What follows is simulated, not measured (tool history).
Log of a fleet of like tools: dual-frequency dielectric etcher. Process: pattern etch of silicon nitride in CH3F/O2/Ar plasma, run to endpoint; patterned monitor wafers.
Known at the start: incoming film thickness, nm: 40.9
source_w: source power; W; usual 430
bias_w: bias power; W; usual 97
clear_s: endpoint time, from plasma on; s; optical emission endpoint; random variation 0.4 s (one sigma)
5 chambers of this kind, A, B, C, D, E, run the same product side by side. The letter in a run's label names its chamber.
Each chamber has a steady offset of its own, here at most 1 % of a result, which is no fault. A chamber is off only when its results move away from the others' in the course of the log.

run	hour	source_w	bias_w	clear_s
1B	4.9	430	97	52.100
2A	10.4	430	97	50.950
3C	18.4	430	97	52.608
4E	23.8	430	97	52.357
5D	29.1	430	97	52.523
6E	36.4	430	97	52.504
7C	41.4	430	97	52.024
8D	49.4	350	85	59.608
9A	55.8	350	85	59.451
10B	60.5	350	85	59.051
11D	65.9	350	85	59.525
12E	72.1	350	85	59.513
13C	76.5	430	97	51.347
14A	80.3	430	97	51.623
15B	85.7	430	97	52.055
16A	91.9	430	97	52.262
17C	98.4	430	97	52.846
18B	103.4	430	97	52.158
19D	107.5	430	97	51.769
20E	111.7	430	97	52.997
21C	116.7	430	97	52.335
22B	123.0	430	97	52.323
23E	129.9	430	97	52.352
24A	133.8	430	97	51.588
25D	140.9	430	97	52.075
26D	148.6	430	107	50.146
27B	155.2	430	107	50.280
28A	159.1	430	107	49.797
29E	163.1	430	107	50.257
30C	168.6	430	107	50.267
31B	175.2	430	97	51.673
32D	181.2	540	97	47.445
33A	188.4	540	97	47.836
34C	192.3	540	97	47.555
35E	195.8	540	97	47.925
36C	203.4	540	97	47.503

Next, every chamber runs the same settings. What will each give?
37A	209.1	430	79	?
37B	209.1	430	79	?
37C	209.1	430	79	?
37D	209.1	430	79	?
37E	209.1	430	79	?

run	clear_s
37A	55.807
37B	56.014
37C	56.403
37D	56.802
37E	56.331
